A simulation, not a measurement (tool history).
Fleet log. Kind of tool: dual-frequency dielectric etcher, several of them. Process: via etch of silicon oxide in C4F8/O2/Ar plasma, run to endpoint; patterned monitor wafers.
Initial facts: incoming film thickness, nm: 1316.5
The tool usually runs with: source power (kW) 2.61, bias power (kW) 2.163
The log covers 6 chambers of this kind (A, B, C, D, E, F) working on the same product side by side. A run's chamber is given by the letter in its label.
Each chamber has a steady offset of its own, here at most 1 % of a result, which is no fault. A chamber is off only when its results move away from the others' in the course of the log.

Run 1C, hour 4.6: usual settings. Result: endpoint time (s) 230.3.
Run 2E, hour 8.7: usual settings. Result: endpoint time (s) 227.99.
Run 3F, hour 12.2: usual settings. Result: endpoint time (s) 228.41.
Run 4D, hour 17.3: usual settings. Result: endpoint time (s) 229.32.
Run 5A, hour 22.1: usual settings. Result: endpoint time (s) 228.27.
Run 6B, hour 28.5: usual settings. Result: endpoint time (s) 228.26.
At hour 31.5: chamber D: wet clean of the chamber.
Run 7E, hour 34.2: usual settings. Result: endpoint time (s) 230.06.
Run 8C, hour 37.8: usual settings. Result: endpoint time (s) 232.03.
Run 9A, hour 41.6: usual settings. Result: endpoint time (s) 227.04.
Run 10D, hour 45.3: usual settings. Result: endpoint time (s) 230.82.
Run 11F, hour 49.9: usual settings. Result: endpoint time (s) 227.33.
Run 12B, hour 55: usual settings. Result: endpoint time (s) 228.
Run 13A, hour 60.5: usual settings. Result: endpoint time (s) 225.68.
Run 14C, hour 66.5: usual settings. Result: endpoint time (s) 231.05.
Run 15B, hour 70.9: usual settings. Result: endpoint time (s) 227.02.
Run 16F, hour 75.2: usual settings. Result: endpoint time (s) 228.27.
Run 17E, hour 81.5: usual settings. Result: endpoint time (s) 229.58.
Run 18D, hour 84.7: usual settings. Result: endpoint time (s) 231.22.
Run 19B, hour 90.1: usual settings. Result: endpoint time (s) 225.94.
Run 20C, hour 96.5: usual settings but source power (kW) 3.17, bias power (kW) 2.404. Result: endpoint time (s) 207.35.
Run 21F, hour 100.2: usual settings but source power (kW) 3.17, bias power (kW) 2.404. Result: endpoint time (s) 204.29.
At hour 103.6: chamber B: bias power generator calibrated.
Run 22A, hour 104.4: usual settings but source power (kW) 3.17, bias power (kW) 2.404. Result: endpoint time (s) 204.64.
Run 23E, hour 109.9: usual settings but source power (kW) 3.17, bias power (kW) 2.404. Result: endpoint time (s) 206.07.
Run 24D, hour 116.3: usual settings but source power (kW) 3.17, bias power (kW) 2.404. Result: endpoint time (s) 205.67.
Run 25A, hour 122.5: usual settings but source power (kW) 3.17, bias power (kW) 2.404. Result: endpoint time (s) 202.55.
Run 26F, hour 128.3: usual settings. Result: endpoint time (s) 227.33.
Run 27E, hour 131.5: usual settings. Result: endpoint time (s) 227.81.
Run 28C, hour 137.8: usual settings. Result: endpoint time (s) 229.51.
Run 29B, hour 144.5: usual settings. Result: endpoint time (s) 222.07.
Run 30D, hour 147.9: usual settings. Result: endpoint time (s) 229.99.
Run 31E, hour 151.6: usual settings. Result: endpoint time (s) 229.29.
Run 32F, hour 157.2: usual settings. Result: endpoint time (s) 230.01.
Run 33B, hour 162.9: usual settings. Result: endpoint time (s) 222.72.
Run 34A, hour 166.2: usual settings. Result: endpoint time (s) 226.59.
Run 35C, hour 170.8: usual settings. Result: endpoint time (s) 231.89.
Run 36D, hour 174.3: usual settings. Result: endpoint time (s) 230.34.

For the next run the whole fleet of 6 chambers uses the same settings. Give each chamber's results:
Run 37A, hour 179.1: usual settings but bias power (kW) 2.59. Result: endpoint time (s) ?.
Run 37B, hour 179.1: usual settings but bias power (kW) 2.59. Result: endpoint time (s) ?.
Run 37C, hour 179.1: usual settings but bias power (kW) 2.59. Result: endpoint time (s) ?.
Run 37D, hour 179.1: usual settings but bias power (kW) 2.59. Result: endpoint time (s) ?.
Run 37E, hour 179.1: usual settings but bias power (kW) 2.59. Result: endpoint time (s) ?.
Run 37F, hour 179.1: usual settings but bias power (kW) 2.59. Result: endpoint time (s) ?.

run  endpoint time (s)
37A             214.48
37B             209.96
37C             219.47
37D             217.71
37E             217.45
37F             216.88
